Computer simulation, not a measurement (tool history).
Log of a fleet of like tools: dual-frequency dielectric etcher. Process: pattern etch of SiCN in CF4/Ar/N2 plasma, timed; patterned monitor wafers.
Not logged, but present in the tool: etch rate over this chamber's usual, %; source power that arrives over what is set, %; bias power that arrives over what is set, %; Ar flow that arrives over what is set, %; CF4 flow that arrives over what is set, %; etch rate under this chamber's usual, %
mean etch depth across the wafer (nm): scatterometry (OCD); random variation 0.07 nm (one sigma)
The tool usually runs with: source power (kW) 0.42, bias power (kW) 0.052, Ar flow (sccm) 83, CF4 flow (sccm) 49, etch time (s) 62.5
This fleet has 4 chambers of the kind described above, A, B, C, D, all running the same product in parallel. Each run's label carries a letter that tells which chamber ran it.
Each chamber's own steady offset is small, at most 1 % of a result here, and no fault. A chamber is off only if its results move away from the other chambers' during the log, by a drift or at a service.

run,hour,source power (kW),bias power (kW),Ar flow (sccm),CF4 flow (sccm),etch time (s),hours since the last wet clean,hours since the last source power generator calibration,hours since the last bias power generator calibration,hours since the last Ar flow controller change,hours since the last CF4 flow controller change,"read-back reference wafer on the same gauge, depth_nm",mean etch depth across the wafer (nm)
1A,4.5,0.42,0.052,83,49,62.5,177.4,857.6,2739.1,2290.6,6195.1,37.401,43.793
2D,11.3,0.42,0.052,83,49,62.5,617.6,256,2460.2,633.7,4027.2,37.383,43.97
3C,16.9,0.42,0.052,83,49,62.5,332.8,2535.4,1596.5,2290.4,564.5,37.366,43.972
# hour 22.1: chamber D: wet clean of the chamber
4B,22.3,0.42,0.052,83,49,62.5,88.5,525.9,1922.7,1147.4,1269.1,37.363,43.926
5A,29.2,0.42,0.04,83,49,51,202.1,882.3,2763.8,2315.3,6219.8,37.37,32.781
6B,35.9,0.42,0.04,83,49,51,102.1,539.5,1936.3,1161,1282.7,37.341,32.898
7C,43.4,0.42,0.04,83,49,51,359.3,2561.9,1623,2316.9,591,37.336,32.873
8D,51.4,0.42,0.04,83,49,51,29.3,296.1,2500.3,673.8,4067.3,37.32,32.83
9D,57.4,0.42,0.052,83,49,62.5,35.3,302.1,2506.3,679.8,4073.3,37.3,43.897
10A,63.1,0.42,0.052,83,49,62.5,236,916.2,2797.7,2349.2,6253.7,37.289,43.706
11B,71.2,0.42,0.052,83,49,62.5,137.4,574.8,1971.6,1196.3,1318,37.285,43.868
12C,76.1,0.42,0.052,83,49,62.5,392,2594.6,1655.7,2349.6,623.7,37.278,43.957
13D,81.1,0.42,0.052,83,49,62.5,59,325.8,2530,703.5,4097,37.253,43.895
14B,87.6,0.42,0.052,83,49,62.5,153.8,591.2,1988,1212.7,1334.4,37.248,43.811
15A,92.8,0.46,0.052,83,49,62.5,265.7,945.9,2827.4,2378.9,6283.4,37.251,47.179
16C,99.3,0.46,0.052,83,49,62.5,415.2,2617.8,1678.9,2372.8,646.9,37.246,47.512
17D,104.2,0.46,0.052,83,49,62.5,82.1,348.9,2553.1,726.6,4120.1,37.232,47.494
18A,109.3,0.46,0.052,83,49,62.5,282.2,962.4,2843.9,2395.4,6299.9,37.216,47.243
19C,116.5,0.42,0.052,83,49,62.5,432.4,2635,1696.1,2390,664.1,37.198,43.788
20B,121.3,0.42,0.052,83,49,62.5,187.5,624.9,2021.7,1246.4,1368.1,37.201,43.778
21D,129.7,0.42,0.052,83,49,62.5,107.6,374.4,2578.6,752.1,4145.6,37.186,43.9
22B,134.4,0.42,0.052,83,49,62.5,200.6,638,2034.8,1259.5,1381.2,37.203,43.68
23C,139.2,0.42,0.052,83,49,62.5,455.1,2657.7,1718.8,2412.7,686.8,37.177,43.677
24A,143.5,0.42,0.052,102,49,62.5,316.4,996.6,2878.1,2429.6,6334.1,37.171,41.969
25D,147.6,0.42,0.052,102,49,62.5,125.5,392.3,2596.5,770,4163.5,37.15,42.233

Predict what each chamber gives when all 4 of them run the settings below next.
26A,154,0.34,0.052,83,49,62.5,,,,,,,?
26B,154,0.34,0.052,83,49,62.5,,,,,,,?
26C,154,0.34,0.052,83,49,62.5,,,,,,,?
26D,154,0.34,0.052,83,49,62.5,,,,,,,?

run,mean etch depth across the wafer (nm)
26A,36.081
26B,36.163
26C,36.125
26D,36.277
